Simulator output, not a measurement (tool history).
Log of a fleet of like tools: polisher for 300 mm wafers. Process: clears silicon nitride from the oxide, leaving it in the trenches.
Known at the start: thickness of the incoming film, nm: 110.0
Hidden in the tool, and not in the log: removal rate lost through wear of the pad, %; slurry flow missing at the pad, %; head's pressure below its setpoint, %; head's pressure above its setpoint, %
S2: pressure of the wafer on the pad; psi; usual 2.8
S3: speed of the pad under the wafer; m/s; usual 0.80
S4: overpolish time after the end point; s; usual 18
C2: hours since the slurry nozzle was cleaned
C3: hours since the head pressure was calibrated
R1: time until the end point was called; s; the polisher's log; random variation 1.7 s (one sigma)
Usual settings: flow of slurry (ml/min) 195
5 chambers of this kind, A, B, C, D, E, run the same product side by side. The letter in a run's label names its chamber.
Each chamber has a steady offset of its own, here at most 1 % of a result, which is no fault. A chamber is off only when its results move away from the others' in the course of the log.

Run 1A, hour 11.5: usual settings; wafers polished on this pad 93; C2 259.1; C3 318.3. Result: R1 129.030 s.
Run 2E, hour 19.7: usual settings; wafers polished on this pad 1240; C2 33.4; C3 593.1. Result: R1 133.220 s.
Run 3C, hour 26.9: usual settings; wafers polished on this pad 510; C2 545.1; C3 920.1. Result: R1 130.440 s.
Run 4B, hour 37.6: usual settings; wafers polished on this pad 567; C2 184.7; C3 273.1. Result: R1 132.740 s.
At hour 41.9: chamber E: worn pad replaced by a new one.
Run 5D, hour 43.9: usual settings; wafers polished on this pad 636; C2 56.2; C3 784.0. Result: R1 129.580 s.
At hour 52.3: chamber D: worn pad replaced by a new one.
Run 6D, hour 54.3: usual settings; wafers polished on this pad 10; C2 66.6; C3 794.4. Result: R1 135.850 s.
Run 7C, hour 59.9: usual settings; wafers polished on this pad 685; C2 578.1; C3 953.1. Result: R1 128.640 s.
At hour 61.9: chamber D: head pressure recalibrated.
At hour 68.6: chamber B: worn pad replaced by a new one.
Run 8A, hour 70.7: usual settings but S3 1.04 m/s, S4 10 s; wafers polished on this pad 407; C2 318.3; C3 377.5. Result: R1 99.424 s.
At hour 80.2: chamber C: slurry nozzle cleaned.
Run 9B, hour 81.7: usual settings but S3 1.04 m/s, S4 10 s; wafers polished on this pad 69; C2 228.8; C3 317.2. Result: R1 102.330 s.
Run 10E, hour 90.3: usual settings but S3 1.04 m/s, S4 10 s; wafers polished on this pad 256; C2 104.0; C3 663.7. Result: R1 101.470 s.
Run 11A, hour 100.6: usual settings but S3 1.04 m/s, S4 10 s; wafers polished on this pad 565; C2 348.2; C3 407.4. Result: R1 102.790 s.
At hour 105.0: chamber C: worn pad replaced by a new one.
Run 12B, hour 106.6: usual settings but S3 1.04 m/s, S4 10 s; wafers polished on this pad 201; C2 253.7; C3 342.1. Result: R1 97.147 s.
Run 13E, hour 112.7: usual settings; wafers polished on this pad 375; C2 126.4; C3 686.1. Result: R1 132.010 s.
At hour 115.4: chamber B: head pressure recalibrated.
At hour 117.0: chamber A: head pressure recalibrated.
Run 14D, hour 120.8: usual settings but S2 1.8 psi; wafers polished on this pad 363; C2 133.1; C3 59.0. Result: R1 208.010 s.
Run 15C, hour 129.7: usual settings but S2 1.8 psi; wafers polished on this pad 131; C2 49.6; C3 1022.9. Result: R1 206.410 s.
Run 16C, hour 138.4: usual settings but S2 1.8 psi; wafers polished on this pad 177; C2 58.3; C3 1031.6. Result: R1 205.470 s.
Run 17D, hour 146.9: usual settings but S2 1.8 psi; wafers polished on this pad 501; C2 159.2; C3 85.1. Result: R1 209.890 s.
Run 18B, hour 156.3: usual settings but S2 1.8 psi; wafers polished on this pad 464; C2 303.4; C3 41.0. Result: R1 205.150 s.
Run 19E, hour 161.5: usual settings; wafers polished on this pad 634; C2 175.2; C3 734.9. Result: R1 134.570 s.
Run 20A, hour 170.3: usual settings; wafers polished on this pad 935; C2 417.9; C3 53.4. Result: R1 143.450 s.
Run 21C, hour 177.6: usual settings; wafers polished on this pad 385; C2 97.5; C3 1070.8. Result: R1 133.130 s.
At hour 178.4: chamber D: worn pad replaced by a new one.
At hour 181.8: chamber A: worn pad replaced by a new one.
Run 22E, hour 184.1: usual settings; wafers polished on this pad 754; C2 197.8; C3 757.5. Result: R1 134.600 s.
Run 23A, hour 192.8: usual settings; wafers polished on this pad 58; C2 440.4; C3 75.9. Result: R1 144.310 s.
At hour 198.0: chamber B: worn pad replaced by a new one.
Run 24D, hour 198.3: usual settings; wafers polished on this pad 105; C2 210.6; C3 136.5. Result: R1 132.700 s.
Run 25B, hour 205.3: usual settings; wafers polished on this pad 39; C2 352.4; C3 90.0. Result: R1 130.660 s.
Run 26A, hour 212.5: usual settings but S3 0.62 m/s, S4 7 s; wafers polished on this pad 162; C2 460.1; C3 95.6. Result: R1 183.960 s.
Run 27D, hour 222.5: usual settings but S3 0.62 m/s, S4 7 s; wafers polished on this pad 234; C2 234.8; C3 160.7. Result: R1 173.120 s.
Run 28C, hour 229.2: usual settings but S3 0.62 m/s, S4 7 s; wafers polished on this pad 658; C2 149.1; C3 1122.4. Result: R1 166.080 s.
Run 29B, hour 235.2: usual settings but S3 0.62 m/s, S4 7 s; wafers polished on this pad 197; C2 382.3; C3 119.9. Result: R1 173.210 s.
Run 30E, hour 243.0: usual settings but S3 0.62 m/s, S4 7 s; wafers polished on this pad 1066; C2 256.7; C3 816.4. Result: R1 173.610 s.
At hour 247.1: chamber E: slurry nozzle cleaned.
Run 31E, hour 250.2: usual settings; wafers polished on this pad 1104; C2 3.1; C3 823.6. Result: R1 128.810 s.
Run 32C, hour 255.8: usual settings but flow of slurry (ml/min) 220; wafers polished on this pad 799; C2 175.7; C3 1149.0. Result: R1 127.810 s.
Run 33D, hour 262.4: usual settings but flow of slurry (ml/min) 220; wafers polished on this pad 445; C2 274.7; C3 200.6. Result: R1 132.080 s.
Run 34B, hour 270.6: usual settings but flow of slurry (ml/min) 220; wafers polished on this pad 385; C2 417.7; C3 155.3. Result: R1 128.810 s.

Is one chamber off against the others, does the gauge drift, or is nothing wrong? If a chamber is off, say which, and what the likeliest cause is.

A service left chamber A off against the others.
Cause: head's pressure below its setpoint, % = 8.62.

Here are 4 candidates for chamber A's next run, each the usual settings with a change, their results left as question marks. Which one brings its results back in line with what the others give on the usual settings?
In line means no further than this from the other chambers' mean on the usual settings: R1 5.900 s
Run 35A-1, hour 278.9: usual settings but S2 2.6 psi. Result: R1 ?.
Run 35A-2, hour 278.9: usual settings but flow of slurry (ml/min) 200, S2 3.3 psi. Result: R1 ?.
Run 35A-3, hour 278.9: usual settings but S2 3.1 psi. Result: R1 ?.
Run 35A-4, hour 278.9: usual settings but flow of slurry (ml/min) 190, S2 2.4 psi. Result: R1 ?.

The other chambers' mean on the usual settings: R1 131.590 s
  run       R1
35A-1  155.550
35A-2  121.780
35A-3  130.160
35A-4  169.310
35A-3 brings the chamber back in line.
